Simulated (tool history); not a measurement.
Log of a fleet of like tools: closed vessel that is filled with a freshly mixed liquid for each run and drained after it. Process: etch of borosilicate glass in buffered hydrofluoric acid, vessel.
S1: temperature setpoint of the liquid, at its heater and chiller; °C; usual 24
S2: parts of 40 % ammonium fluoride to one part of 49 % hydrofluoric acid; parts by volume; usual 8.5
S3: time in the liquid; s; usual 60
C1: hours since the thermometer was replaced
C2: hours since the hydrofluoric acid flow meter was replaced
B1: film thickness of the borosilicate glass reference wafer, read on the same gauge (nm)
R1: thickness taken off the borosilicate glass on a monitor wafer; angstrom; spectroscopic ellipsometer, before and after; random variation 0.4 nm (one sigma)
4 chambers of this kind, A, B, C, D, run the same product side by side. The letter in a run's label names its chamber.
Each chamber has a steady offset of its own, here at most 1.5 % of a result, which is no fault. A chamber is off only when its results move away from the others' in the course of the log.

run	hour	S1	S2	S3	C1	C2	B1	R1
1C	9.7	24	8.5	60	643.5	143	50.017	856.36
2B	22.5	24	8.5	60	2373.9	447	49.984	853.17
3D	35.8	24	8.5	60	1039.9	1503.8	50.009	863.37
4A	49.4	24	8.5	60	1668.4	698	50.029	849.11
5C	57.1	24	8.5	60	690.9	190.4	50.013	845.04
# hour 63.1: chamber A: hydrofluoric acid flow meter replaced
6B	65	26	8.5	60	2416.4	489.5	49.999	947.75
7D	77.4	26	8.5	60	1081.5	1545.4	49.993	955.21
8A	88.2	26	8.5	60	1707.2	25.2	49.984	940.64
9D	101.7	26	8.5	60	1105.8	1569.7	49.991	955.43
10C	110.2	24	8.5	60	744	243.5	49.995	848.23
11B	124.4	27.5	8.5	90	2475.8	548.9	50.005	1518
12A	133.5	27.5	8.5	90	1752.5	70.5	50.003	1539
13B	144.5	27.5	8.5	90	2495.9	569	50.023	1522.3
14D	153	27.5	8.5	90	1157.1	1621	49.972	1553.5
15A	162.6	24	8.5	60	1781.6	99.6	49.998	837.46
16C	174.4	24	8.5	60	808.2	307.7	50.049	840.28
17A	182.4	20	8.5	60	1801.4	119.4	49.991	680.67
18C	191.8	20	8.5	60	825.6	325.1	49.986	671.36
19D	201.5	20	8.5	60	1205.6	1669.5	50.035	691.45
20B	211.6	20	8.5	60	2563	636.1	49.973	689.72
21C	219.7	24	8.5	60	853.5	353	50	829.54
22B	227.2	24	8.5	60	2578.6	651.7	49.956	846.03
23A	235.1	24	8.5	60	1854.1	172.1	50.028	849.96
# hour 247.9: chamber C: hydrofluoric acid flow meter replaced
24D	248.6	24	8.5	60	1252.7	1716.6	49.976	858.23
25B	262.6	24	11	60	2614	687.1	50.003	671.97
26C	272.8	24	11	60	906.6	25	49.994	650.65
27D	279.9	24	11	60	1284	1747.9	49.977	680.78
28A	289	24	11	60	1908	226	49.993	681
29D	298.2	24	8.5	60	1302.3	1766.2	50.004	864.89
30A	309.8	24	8.5	60	1928.8	246.8	50.005	849.01

Next, every chamber runs the same settings. What will each give?
31A	320	28.5	8.5	60				?
31B	320	28.5	8.5	60				?
31C	320	28.5	8.5	60				?
31D	320	28.5	8.5	60				?

run	R1
31A	1077.1
31B	1082
31C	1029.5
31D	1096.9
